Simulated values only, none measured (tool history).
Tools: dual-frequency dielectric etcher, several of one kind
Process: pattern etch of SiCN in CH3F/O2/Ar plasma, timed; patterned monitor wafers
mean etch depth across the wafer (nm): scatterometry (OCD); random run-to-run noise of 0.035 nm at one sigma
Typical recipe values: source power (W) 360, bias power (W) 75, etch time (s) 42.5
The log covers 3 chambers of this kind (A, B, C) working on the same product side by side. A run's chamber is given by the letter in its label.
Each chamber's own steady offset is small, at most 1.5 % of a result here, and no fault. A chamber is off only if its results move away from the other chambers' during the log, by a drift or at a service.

run	hour	source power (W)	bias power (W)	etch time (s)	read-back reference wafer on the same gauge, depth_nm	mean etch depth across the wafer (nm)
1C	9.6	360	75	42.5	15.007	15.409
2A	24.5	360	75	42.5	14.999	15.629
3B	32.7	360	75	42.5	14.995	15.522
4A	46.6	360	75	42.5	15.000	15.672
5C	55.9	360	75	42.5	15.007	15.348
# hour 61.9: chamber B: wet clean of the chamber
6B	65.4	360	75	42.5	15.002	15.473
7B	81.1	360	75	42.5	15.000	15.580
8A	90.1	360	75	42.5	14.996	15.652
9C	103.9	360	75	42.5	15.009	15.326
10B	114.4	280	75	42.5	15.005	14.185
11A	123.0	280	75	42.5	14.994	14.206
12C	134.8	280	75	42.5	14.998	13.993
13A	147.7	360	75	42.5	15.004	15.650
14B	162.0	360	75	42.5	15.000	15.557
15C	171.9	360	75	42.5	14.994	15.410
16C	187.9	330	75	34.0	14.996	11.927
17A	196.8	330	75	34.0	14.994	12.117
18B	207.6	330	75	34.0	15.005	12.089
19C	218.0	360	75	42.5	15.005	15.363
20B	229.6	440	75	47.5	14.994	18.706
21A	237.7	440	75	47.5	14.993	18.930
# hour 242.4: chamber C: wet clean of the chamber
22B	249.9	440	75	47.5	15.000	18.715
23C	261.7	360	75	42.5	15.005	15.359
24A	272.5	360	75	42.5	14.997	15.612
25A	284.2	360	75	42.5	15.008	15.586
26B	300.3	360	75	42.5	15.003	15.584
27C	308.5	360	75	53.5	14.997	19.323
28B	316.2	360	75	53.5	15.003	19.645
29A	331.3	360	75	53.5	14.995	19.740
30C	340.3	360	75	42.5	15.000	15.322

All chambers now run identical settings, listed one chamber a line with results as question marks. What results will each chamber show?
31A	351.9	360	75	34.5		?
31B	351.9	360	75	34.5		?
31C	351.9	360	75	34.5		?

run	mean etch depth across the wafer (nm)
31A	12.705
31B	12.682
31C	12.471

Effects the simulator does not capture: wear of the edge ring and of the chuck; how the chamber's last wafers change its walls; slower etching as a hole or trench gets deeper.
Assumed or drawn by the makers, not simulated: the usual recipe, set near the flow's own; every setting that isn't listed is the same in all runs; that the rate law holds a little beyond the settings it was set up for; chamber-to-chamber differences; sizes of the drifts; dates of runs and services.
